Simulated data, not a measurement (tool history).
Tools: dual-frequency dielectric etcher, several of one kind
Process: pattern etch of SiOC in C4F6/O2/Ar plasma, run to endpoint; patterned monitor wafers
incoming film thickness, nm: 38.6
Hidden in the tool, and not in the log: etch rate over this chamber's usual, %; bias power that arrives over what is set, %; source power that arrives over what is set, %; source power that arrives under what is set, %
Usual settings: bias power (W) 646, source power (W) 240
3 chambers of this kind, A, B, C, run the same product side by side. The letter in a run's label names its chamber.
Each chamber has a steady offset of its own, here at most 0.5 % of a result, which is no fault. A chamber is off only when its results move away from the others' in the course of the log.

run,hour,bias power (W),source power (W),hours since the last wet clean,hours since the last bias power generator calibration,hours since the last source power generator calibration,endpoint time (s)
1C,7.0,646,240,286.0,1658.3,1859.3,14.201
2B,13.6,646,240,107.6,4052.2,2403.0,14.226
3A,22.0,646,240,280.1,1558.5,389.4,14.306
4A,26.9,646,240,285.0,1563.4,394.3,14.311
5B,35.2,646,240,129.2,4073.8,2424.6,14.249
6C,40.9,646,240,319.9,1692.2,1893.2,13.998
7B,46.0,646,240,140.0,4084.6,2435.4,14.195
8A,52.6,646,240,310.7,1589.1,420.0,14.091
9C,57.7,646,240,336.7,1709.0,1910.0,14.135
10B,62.1,646,240,156.1,4100.7,2451.5,14.209
11C,70.1,646,240,349.1,1721.4,1922.4,14.079
12A,74.4,646,240,332.5,1610.9,441.8,14.307
13B,80.7,785,180,174.7,4119.3,2470.1,14.580
14A,85.2,785,180,343.3,1621.7,452.6,14.657
15C,92.6,785,180,371.6,1743.9,1944.9,14.479
16C,100.9,646,240,379.9,1752.2,1953.2,14.169
17A,110.0,646,240,368.1,1646.5,477.4,14.311
18B,114.6,646,240,208.6,4153.2,2504.0,14.186
19C,122.4,646,240,401.4,1773.7,1974.7,14.151
20A,129.1,646,240,387.2,1665.6,496.5,14.201
21B,139.1,646,240,233.1,4177.7,2528.5,14.157
# hour 146.5: chamber C: wet clean of the chamber
22A,147.9,646,240,406.0,1684.4,515.3,14.083
23C,152.9,646,240,6.5,1804.2,2005.2,14.166
24B,159.0,646,240,253.0,4197.6,2548.4,14.123

Next, every chamber runs the same settings. What will each give?
25A,166.2,646,270,,,,?
25B,166.2,646,270,,,,?
25C,166.2,646,270,,,,?

run,endpoint time (s)
25A,13.679
25B,13.619
25C,13.560
